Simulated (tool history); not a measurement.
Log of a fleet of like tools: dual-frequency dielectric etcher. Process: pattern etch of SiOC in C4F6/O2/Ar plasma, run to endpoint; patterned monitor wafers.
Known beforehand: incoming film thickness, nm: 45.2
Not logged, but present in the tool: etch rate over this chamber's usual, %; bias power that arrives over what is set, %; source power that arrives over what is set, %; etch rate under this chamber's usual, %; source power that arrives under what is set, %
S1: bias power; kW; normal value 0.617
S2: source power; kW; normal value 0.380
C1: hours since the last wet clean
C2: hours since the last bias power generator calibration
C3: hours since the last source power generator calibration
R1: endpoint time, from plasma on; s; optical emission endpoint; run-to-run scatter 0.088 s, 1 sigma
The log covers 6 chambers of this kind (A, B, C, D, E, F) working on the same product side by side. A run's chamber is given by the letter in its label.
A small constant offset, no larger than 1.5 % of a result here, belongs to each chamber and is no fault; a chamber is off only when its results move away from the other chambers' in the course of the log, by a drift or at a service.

run   hour     S1     S2     C1      C2      C3      R1
 1B    4.8  0.617  0.380   80.3  1637.2  1220.5  14.457
 2E   11.9  0.617  0.380  318.0   611.6  2120.4  14.445
 3D   19.5  0.617  0.380  209.6  1413.7  1283.3  14.348
 4A   29.0  0.617  0.380  469.6   885.4  3590.3  14.463
 5F   35.6  0.503  0.330   83.6  1195.3  3562.4  16.366
 6C   45.6  0.503  0.330  380.3  1641.6   289.0  16.272
      47.2  -- chamber E: wet clean of the chamber
 7F   51.1  0.503  0.330   99.1  1210.8  3577.9  16.227
      55.3  -- chamber C: wet clean of the chamber
 8C   58.1  0.503  0.330    2.9  1654.1   301.5  16.114
 9B   68.1  0.503  0.330  143.6  1700.5  1283.8  16.514
10A   78.7  0.503  0.330  519.3   935.1  3640.0  16.469
11E   88.1  0.617  0.380   40.9   687.8  2196.6  14.239
12D   94.5  0.617  0.380  284.6  1488.7  1358.3  14.326
13A  102.4  0.516  0.450  543.0   958.8  3663.7  14.668
14E  109.7  0.516  0.450   62.5   709.4  2218.2  14.420
15D  117.8  0.516  0.450  307.9  1512.0  1381.6  14.388
16B  126.6  0.516  0.450  202.1  1759.0  1342.3  14.461
17C  132.6  0.516  0.450   77.4  1728.6   376.0  14.343
18F  139.5  0.516  0.450  187.5  1299.2  3666.3  14.432
19D  144.7  0.617  0.380  334.8  1538.9  1408.5  14.346
20F  155.3  0.617  0.380  203.3  1315.0  3682.1  14.282
21B  163.3  0.691  0.460  238.8  1795.7  1379.0  12.947
22E  169.8  0.691  0.460  122.6   769.5  2278.3  12.605
23A  177.6  0.691  0.460  618.2  1034.0  3738.9  12.867
24C  185.5  0.691  0.460  130.3  1781.5   428.9  12.751
25F  191.5  0.691  0.460  239.5  1351.2  3718.3  12.676
26C  201.5  0.691  0.460  146.3  1797.5   444.9  12.775
27B  206.6  0.617  0.380  282.1  1839.0  1422.3  14.560
28A  216.6  0.617  0.380  657.2  1073.0  3777.9  14.504
     222.4  -- chamber A: wet clean of the chamber
29E  224.9  0.617  0.380  177.7   824.6  2333.4  14.479
30D  231.3  0.617  0.380  421.4  1625.5  1495.1  14.226
31F  241.4  0.617  0.380  289.4  1401.1  3768.2  14.251
32B  246.7  0.617  0.380  322.2  1879.1  1462.4  14.580
33D  255.1  0.617  0.380  445.2  1649.3  1518.9  14.405
34C  262.5  0.617  0.380  207.3  1858.5   505.9  14.228
     267.1  -- chamber D: wet clean of the chamber
35A  267.5  0.617  0.380   45.2  1123.9  3828.8  14.498
36E  274.2  0.678  0.340  227.0   873.9  2382.7  14.363
37B  282.6  0.678  0.340  358.1  1915.0  1498.3  14.640
38A  292.1  0.678  0.340   69.8  1148.5  3853.4  14.571
39D  299.8  0.678  0.340   32.8  1694.0  1563.6  14.323
40F  305.6  0.678  0.340  353.6  1465.3  3832.4  14.286
41E  312.9  0.678  0.340  265.7   912.6  2421.4  14.337
42C  318.7  0.617  0.380  263.5  1914.7   562.1  14.280
43E  327.8  0.617  0.380  280.6   927.5  2436.3  14.349
44A  335.0  0.617  0.380  112.7  1191.4  3896.3  14.334

Which is it: a chamber that has drifted or been left off by a service, a gauge drift common to all chambers, or only each chamber's usual small offset? If a chamber is off, name it and its likeliest cause.

No chamber is off and the gauge is stable; the differences are just each chamber's small, constant offset.
